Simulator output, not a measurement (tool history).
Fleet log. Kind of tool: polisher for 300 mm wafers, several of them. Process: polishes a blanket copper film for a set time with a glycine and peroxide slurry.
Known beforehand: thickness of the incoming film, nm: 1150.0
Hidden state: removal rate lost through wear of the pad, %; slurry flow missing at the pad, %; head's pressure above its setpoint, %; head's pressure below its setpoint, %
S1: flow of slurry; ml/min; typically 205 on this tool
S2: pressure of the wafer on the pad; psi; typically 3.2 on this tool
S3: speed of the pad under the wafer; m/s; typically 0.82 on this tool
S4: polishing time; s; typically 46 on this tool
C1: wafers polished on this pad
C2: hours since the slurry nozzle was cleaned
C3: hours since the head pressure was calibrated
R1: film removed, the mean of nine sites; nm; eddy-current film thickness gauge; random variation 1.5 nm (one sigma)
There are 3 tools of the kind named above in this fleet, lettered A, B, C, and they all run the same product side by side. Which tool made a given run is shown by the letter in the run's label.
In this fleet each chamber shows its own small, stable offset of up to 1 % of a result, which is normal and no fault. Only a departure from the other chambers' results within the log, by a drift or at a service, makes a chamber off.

| run | hour | S1 | S2 | S3 | S4 | C1 | C2 | C3 | R1 |
|---|---|---|---|---|---|---|---|---|---|
| 1C | 5.7 | 205 | 3.2 | 0.82 | 46 | 190 | 206.8 | 409.4 | 227.53 |
| 2B | 13.2 | 205 | 3.2 | 0.82 | 46 | 1235 | 277.5 | 341.4 | 230.14 |
| 3A | 18.6 | 205 | 3.2 | 0.82 | 46 | 255 | 326.8 | 346.8 | 230.4 |
| 4B | 28.6 | 205 | 3.2 | 0.82 | 46 | 1351 | 292.9 | 356.8 | 229.99 |
|  | 31 | chamber B: worn pad replaced by a new one |
| 5C | 35.1 | 205 | 3.2 | 0.82 | 46 | 413 | 236.2 | 438.8 | 224.79 |
| 6A | 43.5 | 205 | 3.2 | 0.82 | 46 | 443 | 351.7 | 371.7 | 231.81 |
|  | 48 | chamber A: head pressure recalibrated |
| 7A | 49.4 | 205 | 3.2 | 0.82 | 46 | 488 | 357.6 | 1.5 | 230.26 |
| 8C | 58.9 | 205 | 3.2 | 0.82 | 46 | 593 | 260 | 462.6 | 229.43 |
| 9B | 69.7 | 205 | 3.2 | 0.82 | 46 | 293 | 334 | 397.9 | 227.05 |
| 10A | 75 | 270 | 3.9 | 0.82 | 46 | 681 | 383.2 | 27.1 | 278.38 |
| 11C | 84.5 | 270 | 3.9 | 0.82 | 46 | 786 | 285.6 | 488.2 | 278.08 |
| 12B | 90.9 | 270 | 3.9 | 0.82 | 46 | 453 | 355.2 | 419.1 | 277.2 |
|  | 91.8 | chamber A: worn pad replaced by a new one |
| 13C | 101.2 | 205 | 3.2 | 0.82 | 46 | 913 | 302.3 | 504.9 | 225.31 |
| 14A | 106.7 | 205 | 3.2 | 0.82 | 46 | 112 | 414.9 | 58.8 | 231.4 |
|  | 111 | chamber C: worn pad replaced by a new one |
| 15B | 117.7 | 205 | 3.2 | 0.82 | 46 | 656 | 382 | 445.9 | 230.13 |
| 16B | 127.5 | 205 | 3.2 | 0.82 | 46 | 730 | 391.8 | 455.7 | 229.67 |
| 17C | 136 | 205 | 2.1 | 0.82 | 46 | 189 | 337.1 | 539.7 | 162.86 |
|  | 140.5 | chamber C: slurry nozzle cleaned |
| 18A | 145.3 | 205 | 2.1 | 0.82 | 46 | 404 | 453.5 | 97.4 | 168.07 |
| 19C | 152.7 | 205 | 2.1 | 0.82 | 46 | 315 | 12.3 | 556.4 | 163.96 |
| 20B | 158.4 | 205 | 3.2 | 0.82 | 46 | 964 | 422.7 | 486.6 | 228.91 |
| 21A | 164.5 | 205 | 3.2 | 0.82 | 46 | 550 | 472.7 | 116.6 | 227.9 |
| 22B | 172.8 | 205 | 2.4 | 0.82 | 46 | 1073 | 437.1 | 501 | 182.15 |
| 23C | 183 | 205 | 2.4 | 0.82 | 46 | 545 | 42.6 | 586.7 | 180.75 |
| 24A | 190.8 | 205 | 2.4 | 0.82 | 46 | 749 | 499 | 142.9 | 185.27 |
|  | 195.3 | chamber A: worn pad replaced by a new one |
| 25A | 202.2 | 205 | 3.2 | 0.82 | 46 | 52 | 510.4 | 154.3 | 231.61 |
| 26C | 212.3 | 205 | 3.2 | 0.82 | 46 | 766 | 71.9 | 616 | 228.32 |

Does one chamber stand apart from the rest, does the shared gauge drift, or is all well apart from small per-chamber offsets? Give the chamber and the most likely cause, where there is one.

No chamber stands off beyond its own small offset, and the gauge holds steady.
